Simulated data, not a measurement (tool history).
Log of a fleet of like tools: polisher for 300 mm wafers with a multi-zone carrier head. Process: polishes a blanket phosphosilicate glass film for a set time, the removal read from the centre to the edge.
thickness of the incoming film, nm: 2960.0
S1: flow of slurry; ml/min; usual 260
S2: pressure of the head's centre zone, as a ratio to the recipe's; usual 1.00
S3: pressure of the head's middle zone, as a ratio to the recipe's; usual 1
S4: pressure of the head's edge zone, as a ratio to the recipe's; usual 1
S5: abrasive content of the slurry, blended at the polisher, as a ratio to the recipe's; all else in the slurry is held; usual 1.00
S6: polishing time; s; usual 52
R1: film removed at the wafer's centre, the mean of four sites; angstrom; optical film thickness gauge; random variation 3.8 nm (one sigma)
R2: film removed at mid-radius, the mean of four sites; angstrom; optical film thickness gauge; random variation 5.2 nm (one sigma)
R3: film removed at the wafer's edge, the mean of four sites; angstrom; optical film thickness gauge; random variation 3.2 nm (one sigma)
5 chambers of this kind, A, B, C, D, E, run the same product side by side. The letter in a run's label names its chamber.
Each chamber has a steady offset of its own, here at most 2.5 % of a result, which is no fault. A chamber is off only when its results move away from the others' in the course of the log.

| run | hour | S1 | S2 | S3 | S4 | S5 | S6 | R1 | R2 | R3 |
|---|---|---|---|---|---|---|---|---|---|---|
|  | 3.8 | chamber A: slurry nozzle cleaned |
| 1B | 11.8 | 260 | 1.00 | 1 | 1 | 1.00 | 52 | 3506.6 | 3524.6 | 3558.3 |
| 2C | 19.3 | 260 | 1.00 | 1 | 1 | 1.00 | 52 | 3634.1 | 3432.7 | 3537.1 |
| 3E | 27.1 | 260 | 1.00 | 1 | 1 | 1.00 | 52 | 3641.4 | 3583.8 | 3578.8 |
|  | 28.0 | chamber B: slurry nozzle cleaned |
|  | 36.1 | chamber C: centre zone pressure recalibrated |
|  | 36.4 | chamber E: worn pad replaced by a new one |
| 4D | 39.4 | 260 | 1.00 | 1 | 1 | 1.00 | 52 | 3634.3 | 3667.8 | 3607.8 |
|  | 51.4 | chamber E: edge zone pressure recalibrated |
|  | 51.6 | chamber C: worn pad replaced by a new one |
| 5A | 52.5 | 260 | 1.00 | 1 | 1 | 1.00 | 52 | 3507.6 | 3516.0 | 3569.2 |
|  | 61.5 | chamber A: centre zone pressure recalibrated |
|  | 61.8 | chamber A: worn pad replaced by a new one |
|  | 65.6 | chamber D: worn pad replaced by a new one |
| 6D | 68.5 | 260 | 1.00 | 1 | 1 | 1.25 | 52 | 3952.8 | 3971.5 | 4066.3 |
| 7E | 84.4 | 260 | 1.00 | 1 | 1 | 1.25 | 52 | 3909.5 | 3789.4 | 3936.1 |
| 8C | 93.9 | 260 | 1.00 | 1 | 1 | 1.25 | 52 | 3848.8 | 3946.4 | 3913.0 |
| 9B | 108.3 | 260 | 1.00 | 1 | 1 | 1.25 | 52 | 3820.9 | 3997.1 | 3930.1 |
|  | 110.5 | chamber D: edge zone pressure recalibrated |
| 10A | 119.2 | 260 | 1.00 | 1 | 1 | 1.25 | 52 | 3910.6 | 3980.5 | 3878.1 |
|  | 124.9 | chamber E: worn pad replaced by a new one |
|  | 126.6 | chamber B: centre zone pressure recalibrated |
| 11B | 127.6 | 260 | 1.00 | 1 | 1 | 1.00 | 52 | 3629.8 | 3513.9 | 3555.9 |
|  | 130.1 | chamber E: slurry nozzle cleaned |
| 12A | 140.2 | 180 | 1.00 | 1 | 1 | 1.00 | 66 | 4321.3 | 4226.3 | 4372.6 |
| 13D | 149.9 | 180 | 1.00 | 1 | 1 | 1.00 | 66 | 4230.0 | 4302.8 | 4413.4 |
|  | 153.3 | chamber D: worn pad replaced by a new one |
|  | 155.0 | chamber A: worn pad replaced by a new one |
| 14E | 159.0 | 180 | 1.00 | 1 | 1 | 1.00 | 66 | 4373.4 | 4271.0 | 4426.7 |
|  | 160.7 | chamber C: worn pad replaced by a new one |
| 15C | 173.9 | 180 | 1.00 | 1 | 1 | 1.00 | 66 | 4312.1 | 4223.8 | 4310.7 |
| 16D | 183.4 | 180 | 1.00 | 1 | 1 | 1.00 | 66 | 4275.2 | 4333.9 | 4540.1 |
| 17E | 194.1 | 260 | 1.00 | 1 | 1 | 1.00 | 52 | 3574.3 | 3561.5 | 3566.1 |
| 18C | 204.8 | 260 | 1.00 | 1 | 1 | 1.00 | 52 | 3498.0 | 3518.3 | 3554.5 |
|  | 213.5 | chamber B: edge zone pressure recalibrated |
| 19B | 214.8 | 260 | 0.90 | 1 | 1 | 1.00 | 65 | 3790.2 | 4330.3 | 4312.8 |
|  | 225.6 | chamber A: worn pad replaced by a new one |
| 20A | 226.5 | 260 | 0.90 | 1 | 1 | 1.00 | 65 | 3935.0 | 4442.5 | 4424.4 |
| 21D | 238.2 | 260 | 0.90 | 1 | 1 | 1.00 | 65 | 3938.9 | 4478.0 | 4492.5 |
|  | 238.4 | chamber E: worn pad replaced by a new one |
|  | 245.8 | chamber D: worn pad replaced by a new one |
| 22E | 248.1 | 260 | 0.90 | 1 | 1 | 1.00 | 65 | 4024.1 | 4353.3 | 4456.6 |
| 23B | 257.3 | 260 | 0.90 | 1 | 1 | 1.00 | 65 | 3685.2 | 4176.8 | 4124.1 |
| 24C | 268.9 | 260 | 1.00 | 1 | 1 | 1.00 | 52 | 3544.0 | 3550.1 | 3524.2 |
|  | 272.0 | chamber C: worn pad replaced by a new one |
| 25A | 281.5 | 260 | 1.00 | 1 | 1 | 1.00 | 52 | 3530.5 | 3549.4 | 3556.4 |
| 26E | 297.8 | 175 | 1.11 | 1 | 1 | 1.00 | 52 | 3694.0 | 3380.0 | 3416.6 |
|  | 300.1 | chamber A: slurry nozzle cleaned |
| 27B | 308.6 | 175 | 1.11 | 1 | 1 | 1.00 | 52 | 3383.9 | 3079.2 | 3103.7 |
|  | 308.7 | chamber A: worn pad replaced by a new one |
|  | 315.0 | chamber C: slurry nozzle cleaned |
| 28D | 322.4 | 175 | 1.11 | 1 | 1 | 1.00 | 52 | 3722.6 | 3314.8 | 3487.3 |
| 29C | 333.3 | 175 | 1.11 | 1 | 1 | 1.00 | 52 | 3769.4 | 3252.2 | 3374.6 |
| 30A | 344.3 | 175 | 1.11 | 1 | 1 | 1.00 | 52 | 3664.8 | 3453.3 | 3396.7 |
| 31A | 357.2 | 260 | 1.00 | 1 | 1 | 1.00 | 52 | 3610.9 | 3513.4 | 3565.3 |

Is one chamber off against the others, does the gauge drift, or is nothing wrong? If a chamber is off, say which, and what the likeliest cause is.

Chamber B drifts away from the others.
Cause: removal rate lost through wear of the pad, % = 13.2.

Here are 4 candidates for chamber B's next run, each the usual settings with a change, their results left as question marks. Which one brings its results back in line with what the others give on the usual settings?
In line means no further than this from the other chambers' mean on the usual settings: R1 130.0 angstrom; R2 180.0 angstrom; R3 110.0 angstrom
| 32B-1 | 369.0 | 265 | 1.01 | 0.99 | 1.02 | 1.10 | 66 | ? | ? | ? |
| 32B-2 | 369.0 | 265 | 1.00 | 0.99 | 1.01 | 1.05 | 58 | ? | ? | ? |
| 32B-3 | 369.0 | 255 | 1.00 | 1.01 | 0.98 | 0.95 | 40 | ? | ? | ? |
| 32B-4 | 369.0 | 255 | 1.00 | 1.01 | 0.99 | 0.95 | 46 | ? | ? | ? |

The other chambers' mean on the usual settings: R1 3560.3 angstrom; R2 3547.4 angstrom; R3 3578.0 angstrom
| run | R1 | R2 | R3 |
|---|---|---|---|
| 32B-1 | 4112.9 | 4052.2 | 4125.5 |
| 32B-2 | 3504.6 | 3490.9 | 3535.2 |
| 32B-3 | 2301.0 | 2335.3 | 2286.6 |
| 32B-4 | 2646.2 | 2685.5 | 2643.8 |
32B-2 brings the chamber back in line.
